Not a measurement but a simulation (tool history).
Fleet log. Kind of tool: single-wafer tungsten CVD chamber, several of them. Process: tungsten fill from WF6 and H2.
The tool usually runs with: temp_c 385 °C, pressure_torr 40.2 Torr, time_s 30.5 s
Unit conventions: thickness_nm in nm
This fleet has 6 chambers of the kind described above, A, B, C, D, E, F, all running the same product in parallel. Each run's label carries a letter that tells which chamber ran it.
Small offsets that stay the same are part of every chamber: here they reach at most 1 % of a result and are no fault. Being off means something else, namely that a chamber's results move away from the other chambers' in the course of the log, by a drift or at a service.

run   hour  temp_c  pressure_torr  time_s  hours since the last thermocouple change  hours since the last manometer calibration  read-back reference wafer on the same gauge, thickness_nm  thickness_nm
 1D   13.9     385           40.2    30.5                                     558.5                                      1176.2                                                     76.722        75.903
 2A   24.7     385           40.2    30.5                                       314                                       931.2                                                     76.697        76.477
 3F   38.5     385           40.2    30.5                                     689.2                                      1896.4                                                     76.686        75.823
 4C   47.4     385           40.2    30.5                                       532                                       787.7                                                     76.717        76.047
 5E   61.4     385           40.2    30.5                                    1052.8                                      1904.6                                                     76.692        76.511
 6B   71.5     385           40.2    30.5                                    1519.3                                       502.2                                                     76.693        76.421
 7A   80.8     385           48.1    27.3                                     370.1                                       987.3                                                     76.728        74.028
 8B   87.6     385           48.1    27.3                                    1535.4                                       518.3                                                     76.757        74.118
 9D   99.5     385           48.1    27.3                                     644.1                                      1261.8                                                     76.677        74.216
10C  113.1     385           48.1    27.3                                     597.7                                       853.4                                                     76.726        73.818
11E    120     385           48.1    27.3                                    1111.4                                      1963.2                                                     76.733        74.237
12F  131.1     385           48.1    27.3                                     781.8                                        1989                                                     76.699        74.061
13A  143.6     385           40.2    30.5                                     432.9                                      1050.1                                                     76.711        76.099
14C  154.8     385           40.2    30.5                                     639.4                                       895.1                                                     76.724        75.902
15E  166.5     385           40.2    30.5                                    1157.9                                      2009.7                                                     76.729        76.425
16D  180.2     385           40.2    30.5                                     724.8                                      1342.5                                                     76.675        76.516
17F    190     385           40.2    30.5                                     840.7                                      2047.9                                                      76.71        76.153
18B  197.1     385           40.2    30.5                                    1644.9                                       627.8                                                     76.744        75.912
19B    205     385           40.2    30.5                                    1652.8                                       635.7                                                     76.711         75.98
20A  213.7     385           40.2    30.5                                       503                                      1120.2                                                     76.711        76.378
21F  223.2     385           40.2    30.5                                     873.9                                      2081.1                                                     76.676        76.091
22C  234.8     385           40.2    30.5                                     719.4                                       975.1                                                     76.711        76.094
23E  241.2     385           40.2    30.5                                    1232.6                                      2084.4                                                     76.732        76.599
24D  250.1     385           40.2    30.5                                     794.7                                      1412.4                                                     76.724        76.544
25F  264.1     385           40.2    30.5                                     914.8                                        2122                                                     76.711        76.107
26C  274.9     377           34.6    30.5                                     759.5                                      1015.2                                                     76.667        60.406
27B  285.2     377           34.6    30.5                                      1733                                       715.9                                                     76.639        60.374
28A  297.2     377           34.6    30.5                                     586.5                                      1203.7                                                     76.712         60.14
29D  305.5     377           34.6    30.5                                     850.1                                      1467.8                                                     76.712        61.346
30E    312     377           34.6    30.5                                    1303.4                                      2155.2                                                     76.723        60.853
31F  319.2     377           34.6    30.5                                     969.9                                      2177.1                                                     76.715        60.508
32A  330.4     385           40.2    30.5                                     619.7                                      1236.9                                                     76.751        76.198
33C  339.4     385           40.2    30.5                                       824                                      1079.7                                                     76.646        75.654
34B  353.4     385           40.2    30.5                                    1801.2                                       784.1                                                     76.672        76.078
35E  364.1     385           40.2    30.5                                    1355.5                                      2207.3                                                     76.687        76.619
36D  370.6     385           40.2    30.5                                     915.2                                      1532.9                                                      76.72        77.533
37A  384.3     385           40.2    30.5                                     673.6                                      1290.8                                                     76.709        76.054
38B  393.1     385           31.1    36.4                                    1840.9                                       823.8                                                     76.744        80.764
39F  399.2     385           31.1    36.4                                    1049.9                                      2257.1                                                     76.689        80.614
40C  405.5     385           31.1    36.4                                     890.1                                      1145.8                                                     76.717        80.585
41E  413.3     385           31.1    36.4                                    1404.7                                      2256.5                                                     76.728        80.991

The same settings go to every chamber for the next run, one line per chamber below. Forecast the results for each:
42A  423.4     385           40.2    30.5                                                                                                                                                              ?
42B  423.4     385           40.2    30.5                                                                                                                                                              ?
42C  423.4     385           40.2    30.5                                                                                                                                                              ?
42D  423.4     385           40.2    30.5                                                                                                                                                              ?
42E  423.4     385           40.2    30.5                                                                                                                                                              ?
42F  423.4     385           40.2    30.5                                                                                                                                                              ?

run  thickness_nm
42A        76.066
42B        76.247
42C        76.225
42D        77.629
42E        76.646
42F        76.413
